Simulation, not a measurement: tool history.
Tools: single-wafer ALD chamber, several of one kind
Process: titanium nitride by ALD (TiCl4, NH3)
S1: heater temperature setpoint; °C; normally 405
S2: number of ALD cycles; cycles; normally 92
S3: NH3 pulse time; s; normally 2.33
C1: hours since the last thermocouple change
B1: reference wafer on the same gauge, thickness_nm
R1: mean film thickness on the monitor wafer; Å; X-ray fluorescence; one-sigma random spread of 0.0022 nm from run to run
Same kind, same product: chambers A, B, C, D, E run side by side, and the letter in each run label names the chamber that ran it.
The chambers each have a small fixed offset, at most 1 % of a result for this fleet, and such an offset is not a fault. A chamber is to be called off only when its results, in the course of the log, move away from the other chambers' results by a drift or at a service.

run,day,S1,S2,S3,C1,B1,R1
1E,0.296,405,92,2.33,1517.8,1.8296,20.489
2A,0.583,405,92,2.33,2308,1.8293,20.463
3B,0.746,405,92,2.33,275.8,1.8293,20.528
4D,0.942,405,92,2.33,273.9,1.8291,20.562
5C,1.171,405,92,2.33,678.4,1.8287,20.491
6A,1.354,405,92,2.33,2326.5,1.8285,20.479
7D,1.65,405,92,2.33,290.9,1.8284,20.566
8E,1.975,405,106,2.33,1558.1,1.8285,23.59
9B,2.267,405,106,2.33,312.3,1.827,23.627
10C,2.554,405,106,2.33,711.6,1.8273,23.596
11B,2.821,405,106,2.33,325.6,1.8269,23.677
12A,3.104,405,106,2.33,2368.5,1.827,23.594
13D,3.438,405,92,2.33,333.8,1.8259,20.526
14E,3.758,405,92,2.33,1600.9,1.8256,20.455
15C,3.929,405,92,2.33,744.6,1.826,20.472
16E,4.112,410,92,2.33,1609.4,1.8258,20.495
17D,4.296,410,92,2.33,354.4,1.8264,20.572
18A,4.633,410,92,2.33,2405.2,1.8252,20.413
19B,4.9,410,92,2.33,375.5,1.825,20.503
# day 5.054: chamber A: thermocouple changed; heater temperature recalibrated
20C,5.262,410,92,2.33,776.6,1.8249,20.457
21D,5.579,405,92,2.33,385.2,1.8243,20.524
22B,5.854,405,92,2.33,398.4,1.8245,20.509
23E,6.025,405,92,2.33,1655.3,1.8239,20.458
24C,6.304,405,92,2.33,801.6,1.8238,20.496
25A,6.583,405,92,2.33,36.8,1.8238,20.376
26D,6.942,405,92,2.33,417.9,1.823,20.5
27C,7.292,405,92,2.33,825.3,1.8229,20.42
28B,7.504,414,83,2.33,438,1.8228,18.5
29A,7.7,414,83,2.33,63.6,1.8221,18.485
30E,7.988,414,83,2.33,1702.4,1.8219,18.475

For the next run the whole fleet of 5 chambers uses the same settings. Give each chamber's results:
31A,8.254,392,92,2.33,,,?
31B,8.254,392,92,2.33,,,?
31C,8.254,392,92,2.33,,,?
31D,8.254,392,92,2.33,,,?
31E,8.254,392,92,2.33,,,?

run,R1
31A,20.232
31B,20.349
31C,20.265
31D,20.37
31E,20.304
